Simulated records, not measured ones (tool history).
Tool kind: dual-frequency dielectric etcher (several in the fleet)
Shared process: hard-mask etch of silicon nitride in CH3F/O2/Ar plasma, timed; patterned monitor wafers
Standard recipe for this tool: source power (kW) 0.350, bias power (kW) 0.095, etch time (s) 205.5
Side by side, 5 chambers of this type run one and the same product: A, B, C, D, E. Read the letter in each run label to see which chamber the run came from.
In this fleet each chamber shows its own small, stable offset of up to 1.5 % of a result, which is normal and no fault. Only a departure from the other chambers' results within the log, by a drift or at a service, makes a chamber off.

run	hour	source power (kW)	bias power (kW)	etch time (s)	hours since the last wet clean	hours since the last source power generator calibration	hours since the last bias power generator calibration	read-back reference wafer on the same gauge, depth_nm	mean etch depth across the wafer (nm)
1E	12.4	0.350	0.095	205.5	197.8	4520.3	1897.0	158.01	150.42
2B	20.2	0.350	0.095	205.5	425.4	2470.5	1768.1	158.08	150.34
3A	31.9	0.350	0.095	205.5	256.0	658.7	553.8	158.03	151.84
4C	39.2	0.350	0.095	205.5	78.2	98.1	2313.8	157.94	151.04
5D	50.2	0.350	0.095	205.5	134.3	586.2	418.0	157.98	152.39
6E	59.2	0.350	0.095	205.5	244.6	4567.1	1943.8	158.02	150.03
7B	69.5	0.310	0.095	205.5	474.7	2519.8	1817.4	158.05	144.03
8C	76.3	0.310	0.095	205.5	115.3	135.2	2350.9	158.01	144.69
9A	85.8	0.310	0.095	205.5	309.9	712.6	607.7	157.84	146.06
10D	99.0	0.310	0.095	205.5	183.1	635.0	466.8	158.01	145.90
11B	113.0	0.310	0.095	205.5	518.2	2563.3	1860.9	157.92	144.57
12E	125.3	0.350	0.095	205.5	310.7	4633.2	2009.9	158.06	149.12
13D	140.2	0.350	0.095	205.5	224.3	676.2	508.0	157.90	152.84
# hour 144.2: chamber B: wet clean of the chamber
14C	147.5	0.350	0.103	205.5	186.5	206.4	2422.1	158.03	156.31
15A	158.0	0.350	0.103	205.5	382.1	784.8	679.9	158.03	156.91
16E	168.3	0.350	0.103	205.5	353.7	4676.2	2052.9	158.00	154.38
17A	177.2	0.350	0.103	205.5	401.3	804.0	699.1	157.98	157.33
18D	184.7	0.350	0.103	205.5	268.8	720.7	552.5	158.08	156.76
19B	191.3	0.350	0.095	205.5	47.2	2641.6	1939.2	158.06	150.52
20C	200.9	0.350	0.095	205.5	239.9	259.8	2475.5	157.94	151.56
21C	210.9	0.350	0.095	205.5	249.9	269.8	2485.5	158.06	149.97
22D	218.0	0.350	0.095	205.5	302.1	754.0	585.8	158.04	150.41
23E	226.1	0.350	0.095	205.5	411.5	4734.0	2110.7	158.01	150.19
# hour 235.3: chamber E: wet clean of the chamber
24A	240.8	0.350	0.095	205.5	464.9	867.6	762.7	158.13	152.38
25B	250.9	0.350	0.095	205.5	106.8	2701.2	1998.8	158.02	151.65
26C	257.6	0.350	0.095	205.5	296.6	316.5	2532.2	157.84	150.92
27A	264.9	0.350	0.095	205.5	489.0	891.7	786.8	157.94	151.24
28B	274.4	0.350	0.095	205.5	130.3	2724.7	2022.3	157.88	150.38
29E	287.7	0.350	0.084	255.0	52.4	4795.6	2172.3	157.98	177.89
30D	301.3	0.350	0.084	255.0	385.4	837.3	669.1	157.97	176.49
# hour 309.7: chamber A: wet clean of the chamber
31A	313.2	0.350	0.084	255.0	3.5	940.0	835.1	158.04	182.28
32B	323.2	0.350	0.084	255.0	179.1	2773.5	2071.1	158.07	178.18
33C	333.5	0.350	0.084	255.0	372.5	392.4	2608.1	158.02	179.09
34D	341.7	0.350	0.095	205.5	425.8	877.7	709.5	158.10	147.98
35E	354.1	0.350	0.095	205.5	118.8	4862.0	2238.7	157.93	149.19

One chamber off, gauge drift, or nothing amiss beyond the chambers' own small offsets? If it is a chamber, which one, and what is the likeliest cause?

It is chamber D that slowly wanders off from its peers.
What lies behind it: etch rate under this chamber's usual, % = 3.75.

Which of the 4 candidates below, each the usual settings with something changed and its results left as question marks, puts chamber D back in line with what the other chambers give on the usual settings?
Maximum distance from the other chambers' mean on the usual settings for a result to count as in line: mean etch depth across the wafer (nm) 1.80
36D-1	365.0	0.330	0.095	205.5					?
36D-2	365.0	0.350	0.096	210.0					?
36D-3	365.0	0.350	0.095	196.5					?
36D-4	365.0	0.350	0.096	214.5					?

Mean of the other chambers on the usual settings: mean etch depth across the wafer (nm) 151.09
run	mean etch depth across the wafer (nm)
36D-1	143.99
36D-2	150.99
36D-3	140.73
36D-4	154.22
Change 36D-2 lands the chamber within the allowed miss of the other chambers.
